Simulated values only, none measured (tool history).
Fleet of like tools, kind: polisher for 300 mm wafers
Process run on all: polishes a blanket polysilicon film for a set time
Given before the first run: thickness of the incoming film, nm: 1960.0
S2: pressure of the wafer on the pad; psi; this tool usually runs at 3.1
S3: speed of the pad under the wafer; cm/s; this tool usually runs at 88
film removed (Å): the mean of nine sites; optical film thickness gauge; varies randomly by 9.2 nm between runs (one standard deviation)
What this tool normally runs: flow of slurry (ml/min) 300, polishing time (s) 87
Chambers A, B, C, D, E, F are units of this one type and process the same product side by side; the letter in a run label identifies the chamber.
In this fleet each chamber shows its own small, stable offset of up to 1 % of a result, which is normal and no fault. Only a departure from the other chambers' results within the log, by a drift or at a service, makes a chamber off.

Run 1A, hour 4.1: usual settings. Result: film removed (Å) 7838.5.
Run 2C, hour 7.8: usual settings. Result: film removed (Å) 7839.5.
Run 3B, hour 14.7: usual settings. Result: film removed (Å) 7769.9.
At hour 15.0: chamber A: worn pad replaced by a new one.
Run 4E, hour 18.8: usual settings. Result: film removed (Å) 7779.9.
At hour 21.7: chamber F: worn pad replaced by a new one.
Run 5F, hour 23.4: usual settings. Result: film removed (Å) 7784.5.
Run 6D, hour 30.5: usual settings. Result: film removed (Å) 7881.4.
Run 7A, hour 35.6: usual settings. Result: film removed (Å) 7871.7.
Run 8B, hour 39.1: usual settings. Result: film removed (Å) 7919.8.
At hour 42.3: chamber E: head pressure recalibrated.
At hour 43.2: chamber D: worn pad replaced by a new one.
Run 9E, hour 43.7: usual settings. Result: film removed (Å) 7727.2.
Run 10F, hour 47.9: usual settings. Result: film removed (Å) 7770.8.
Run 11C, hour 53.3: usual settings. Result: film removed (Å) 7661.6.
At hour 58.4: chamber C: worn pad replaced by a new one.
Run 12D, hour 60.7: usual settings. Result: film removed (Å) 7785.1.
Run 13A, hour 64.3: usual settings. Result: film removed (Å) 7901.5.
Run 14D, hour 70.3: usual settings. Result: film removed (Å) 8073.2.
Run 15B, hour 76.5: usual settings. Result: film removed (Å) 7738.7.
At hour 78.6: chamber A: slurry nozzle cleaned.
Run 16E, hour 83.2: usual settings. Result: film removed (Å) 7827.3.
Run 17C, hour 87.6: usual settings. Result: film removed (Å) 7956.3.
At hour 89.5: chamber E: worn pad replaced by a new one.
Run 18F, hour 95.4: usual settings. Result: film removed (Å) 7769.8.
At hour 95.9: chamber A: worn pad replaced by a new one.
Run 19B, hour 102.4: usual settings. Result: film removed (Å) 7820.3.
Run 20F, hour 107.7: usual settings. Result: film removed (Å) 7952.8.
At hour 109.9: chamber D: worn pad replaced by a new one.
Run 21D, hour 115.6: usual settings. Result: film removed (Å) 7863.5.
At hour 121.0: chamber B: worn pad replaced by a new one.
Run 22A, hour 122.4: usual settings. Result: film removed (Å) 7684.0.
Run 23E, hour 126.3: usual settings but flow of slurry (ml/min) 405. Result: film removed (Å) 8106.2.
Run 24C, hour 131.6: usual settings but flow of slurry (ml/min) 405. Result: film removed (Å) 7731.0.
Run 25A, hour 136.0: usual settings but flow of slurry (ml/min) 405. Result: film removed (Å) 8055.8.
Run 26D, hour 143.2: usual settings but flow of slurry (ml/min) 405. Result: film removed (Å) 8058.9.
At hour 145.1: chamber F: worn pad replaced by a new one.
Run 27E, hour 147.9: usual settings but flow of slurry (ml/min) 405. Result: film removed (Å) 8175.9.
Run 28F, hour 152.7: usual settings but flow of slurry (ml/min) 405. Result: film removed (Å) 8099.4.
Run 29B, hour 159.4: usual settings. Result: film removed (Å) 7841.7.
Run 30C, hour 165.2: usual settings but S2 2.1 psi. Result: film removed (Å) 4932.4.
At hour 167.4: chamber D: worn pad replaced by a new one.
At hour 170.0: chamber A: worn pad replaced by a new one.
Run 31A, hour 170.4: usual settings but S2 2.1 psi. Result: film removed (Å) 5364.7.
At hour 172.2: chamber C: worn pad replaced by a new one.
Run 32F, hour 174.6: usual settings but S2 2.1 psi. Result: film removed (Å) 5217.7.
Run 33B, hour 179.0: usual settings but S2 2.1 psi. Result: film removed (Å) 5258.8.
Run 34D, hour 186.3: usual settings but S2 2.1 psi. Result: film removed (Å) 5391.5.
Run 35E, hour 193.2: usual settings but S2 2.1 psi. Result: film removed (Å) 5300.1.
Run 36C, hour 201.0: usual settings. Result: film removed (Å) 7074.1.
At hour 202.4: chamber C: slurry nozzle cleaned.
Run 37C, hour 205.0: usual settings. Result: film removed (Å) 7152.9.

Has any chamber moved away from the others, gradually or after a service, or does the common gauge drift, or do the chambers differ only by their own small steady offsets? State the chamber and the most likely cause if one applies.

One chamber, C, drifts off from the rest bit by bit.
Cause: head's pressure below its setpoint, % = 10.3.

Chamber C could run next with any of the 4 candidate recipes listed below; each alters the usual settings, and their results appear as question marks. Which one brings its results back in line with what the other chambers deliver on the usual settings?
In line here means within this much of the mean the other chambers give on the usual settings: film removed (Å) 320.0
Run 38C-1, hour 210.8: usual settings but S3 78 cm/s. Result: film removed (Å) ?.
Run 38C-2, hour 210.8: usual settings but S3 74 cm/s. Result: film removed (Å) ?.
Run 38C-3, hour 210.8: usual settings but S2 3.2 psi, S3 92 cm/s, polishing time (s) 90. Result: film removed (Å) ?.
Run 38C-4, hour 210.8: usual settings but S2 3.4 psi, S3 96 cm/s. Result: film removed (Å) ?.

Other chambers, usual settings, mean: film removed (Å) 7856.9
  run  film removed (Å)
38C-1            6236.5
38C-2            5911.3
38C-3            7879.0
38C-4            8456.5
The answer is 38C-3, which returns the chamber to within the allowed miss of the others.
